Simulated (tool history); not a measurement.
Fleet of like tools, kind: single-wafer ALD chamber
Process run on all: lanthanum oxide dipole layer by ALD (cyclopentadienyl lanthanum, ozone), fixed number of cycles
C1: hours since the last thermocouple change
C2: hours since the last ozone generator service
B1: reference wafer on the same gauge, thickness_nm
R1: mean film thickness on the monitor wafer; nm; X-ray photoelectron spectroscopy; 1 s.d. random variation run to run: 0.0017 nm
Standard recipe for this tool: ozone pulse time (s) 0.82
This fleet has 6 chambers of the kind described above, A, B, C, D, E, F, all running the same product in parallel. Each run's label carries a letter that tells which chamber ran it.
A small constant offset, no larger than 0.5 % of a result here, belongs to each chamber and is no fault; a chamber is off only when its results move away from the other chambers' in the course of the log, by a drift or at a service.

run 1E hour=4.9 | ozone_pulse_time_(s)=0.82 | C1=552.2 C2=447.6 | B1=0.50792 | R1=0.46607
run 2A hour=9.3 | ozone_pulse_time_(s)=0.82 | C1=1280.3 C2=234.5 | B1=0.50772 | R1=0.46325
run 3D hour=17.1 | ozone_pulse_time_(s)=0.82 | C1=706.3 C2=63.3 | B1=0.50805 | R1=0.46618
run 4C hour=22.1 | ozone_pulse_time_(s)=0.82 | C1=894.6 C2=60.5 | B1=0.50859 | R1=0.47022
run 5F hour=30.3 | ozone_pulse_time_(s)=0.82 | C1=1091.3 C2=1101.3 | B1=0.50776 | R1=0.46225
run 6B hour=37.3 | ozone_pulse_time_(s)=0.82 | C1=1265.7 C2=1067.3 | B1=0.50789 | R1=0.46627
run 7C hour=45.1 | ozone_pulse_time_(s)=0.82 | C1=917.6 C2=83.5 | B1=0.50826 | R1=0.46805
run 8F hour=53.8 | ozone_pulse_time_(s)=0.82 | C1=1114.8 C2=1124.8 | B1=0.50834 | R1=0.46096
run 9A hour=61.9 | ozone_pulse_time_(s)=0.82 | C1=1332.9 C2=287.1 | B1=0.50827 | R1=0.46325
run 10D hour=69.8 | ozone_pulse_time_(s)=0.82 | C1=759.0 C2=116.0 | B1=0.50849 | R1=0.46505
run 11B hour=74.4 | ozone_pulse_time_(s)=0.98 | C1=1302.8 C2=1104.4 | B1=0.50819 | R1=0.49565
run 12E hour=79.6 | ozone_pulse_time_(s)=0.98 | C1=626.9 C2=522.3 | B1=0.50748 | R1=0.49491
run 13D hour=87.8 | ozone_pulse_time_(s)=0.98 | C1=777.0 C2=134.0 | B1=0.50785 | R1=0.49356
run 14F hour=93.7 | ozone_pulse_time_(s)=0.98 | C1=1154.7 C2=1164.7 | B1=0.50790 | R1=0.49312
run 15B hour=101.3 | ozone_pulse_time_(s)=0.98 | C1=1329.7 C2=1131.3 | B1=0.50804 | R1=0.49128
run 16E hour=106.6 | ozone_pulse_time_(s)=0.98 | C1=653.9 C2=549.3 | B1=0.50841 | R1=0.49656
-- hour=113.3 chamber A: thermocouple changed; heater temperature recalibrated
run 17C hour=113.4 | ozone_pulse_time_(s)=0.82 | C1=985.9 C2=151.8 | B1=0.50783 | R1=0.46839
run 18A hour=119.3 | ozone_pulse_time_(s)=0.82 | C1=6.1 C2=344.5 | B1=0.50828 | R1=0.46054
run 19C hour=124.1 | ozone_pulse_time_(s)=0.82 | C1=996.6 C2=162.5 | B1=0.50796 | R1=0.46774
run 20D hour=132.6 | ozone_pulse_time_(s)=0.82 | C1=821.8 C2=178.8 | B1=0.50837 | R1=0.46709
run 21B hour=137.1 | ozone_pulse_time_(s)=0.82 | C1=1365.5 C2=1167.1 | B1=0.50817 | R1=0.46833
-- hour=140.8 chamber C: thermocouple changed; heater temperature recalibrated
run 22A hour=142.3 | ozone_pulse_time_(s)=0.82 | C1=29.1 C2=367.5 | B1=0.50800 | R1=0.45995
run 23F hour=150.0 | ozone_pulse_time_(s)=0.82 | C1=1211.0 C2=1221.0 | B1=0.50741 | R1=0.46472
run 24E hour=158.0 | ozone_pulse_time_(s)=0.82 | C1=705.3 C2=600.7 | B1=0.50863 | R1=0.46469
run 25D hour=165.7 | ozone_pulse_time_(s)=0.82 | C1=854.9 C2=211.9 | B1=0.50780 | R1=0.46561
run 26F hour=173.4 | ozone_pulse_time_(s)=0.82 | C1=1234.4 C2=1244.4 | B1=0.50812 | R1=0.46066
run 27E hour=181.4 | ozone_pulse_time_(s)=0.60 | C1=728.7 C2=624.1 | B1=0.50789 | R1=0.40560
run 28C hour=188.1 | ozone_pulse_time_(s)=0.60 | C1=47.4 C2=226.5 | B1=0.50805 | R1=0.40472
run 29A hour=195.9 | ozone_pulse_time_(s)=0.60 | C1=82.7 C2=421.1 | B1=0.50809 | R1=0.39583
run 30B hour=205.1 | ozone_pulse_time_(s)=0.60 | C1=1433.5 C2=1235.1 | B1=0.50773 | R1=0.40588
run 31B hour=209.9 | ozone_pulse_time_(s)=0.60 | C1=1438.3 C2=1239.9 | B1=0.50805 | R1=0.40702
run 32E hour=214.0 | ozone_pulse_time_(s)=0.60 | C1=761.3 C2=656.7 | B1=0.50800 | R1=0.40310
run 33D hour=219.4 | ozone_pulse_time_(s)=0.82 | C1=908.6 C2=265.6 | B1=0.50800 | R1=0.46796
run 34C hour=225.0 | ozone_pulse_time_(s)=0.82 | C1=84.3 C2=263.4 | B1=0.50770 | R1=0.46852
run 35F hour=230.6 | ozone_pulse_time_(s)=0.82 | C1=1291.6 C2=1301.6 | B1=0.50793 | R1=0.46378
run 36A hour=238.9 | ozone_pulse_time_(s)=0.82 | C1=125.7 C2=464.1 | B1=0.50780 | R1=0.44939
-- hour=241.7 chamber F: ozone generator serviced
run 37E hour=244.4 | ozone_pulse_time_(s)=0.82 | C1=791.7 C2=687.1 | B1=0.50751 | R1=0.46329
run 38F hour=252.0 | ozone_pulse_time_(s)=0.82 | C1=1313.0 C2=10.4 | B1=0.50789 | R1=0.46392
run 39B hour=259.4 | ozone_pulse_time_(s)=1.06 | C1=1487.8 C2=1289.4 | B1=0.50763 | R1=0.50730
run 40C hour=266.1 | ozone_pulse_time_(s)=1.06 | C1=125.4 C2=304.5 | B1=0.50793 | R1=0.51102

Is one chamber out of step, is the gauge drifting, or do the chambers differ by no more than their own small offsets? For an off chamber, give its letter and the likeliest cause.

It is chamber A that slowly wanders off from its peers.
Cause: ozone dose below that of a generator just serviced (%) = 9.01.

Here are 4 candidates for chamber A's next run, each the usual settings with a change, their results left as question marks. Which one brings its results back in line with what the others give on the usual settings?
In line here means within this much of the mean the other chambers give on the usual settings: R1 0.00580 nm
run 41A-1 hour=272.7 | ozone_pulse_time_(s)=0.85 | R1=?
run 41A-2 hour=272.7 | ozone_pulse_time_(s)=0.79 | R1=?
run 41A-3 hour=272.7 | ozone_pulse_time_(s)=0.90 | R1=?
run 41A-4 hour=272.7 | ozone_pulse_time_(s)=0.75 | R1=?

Mean of the other chambers on the usual settings: R1 0.46527 nm
run=41A-1 R1=0.45565
run=41A-2 R1=0.44196
run=41A-3 R1=0.46601
run=41A-4 R1=0.43199
Change 41A-3 lands the chamber within the allowed miss of the other chambers.

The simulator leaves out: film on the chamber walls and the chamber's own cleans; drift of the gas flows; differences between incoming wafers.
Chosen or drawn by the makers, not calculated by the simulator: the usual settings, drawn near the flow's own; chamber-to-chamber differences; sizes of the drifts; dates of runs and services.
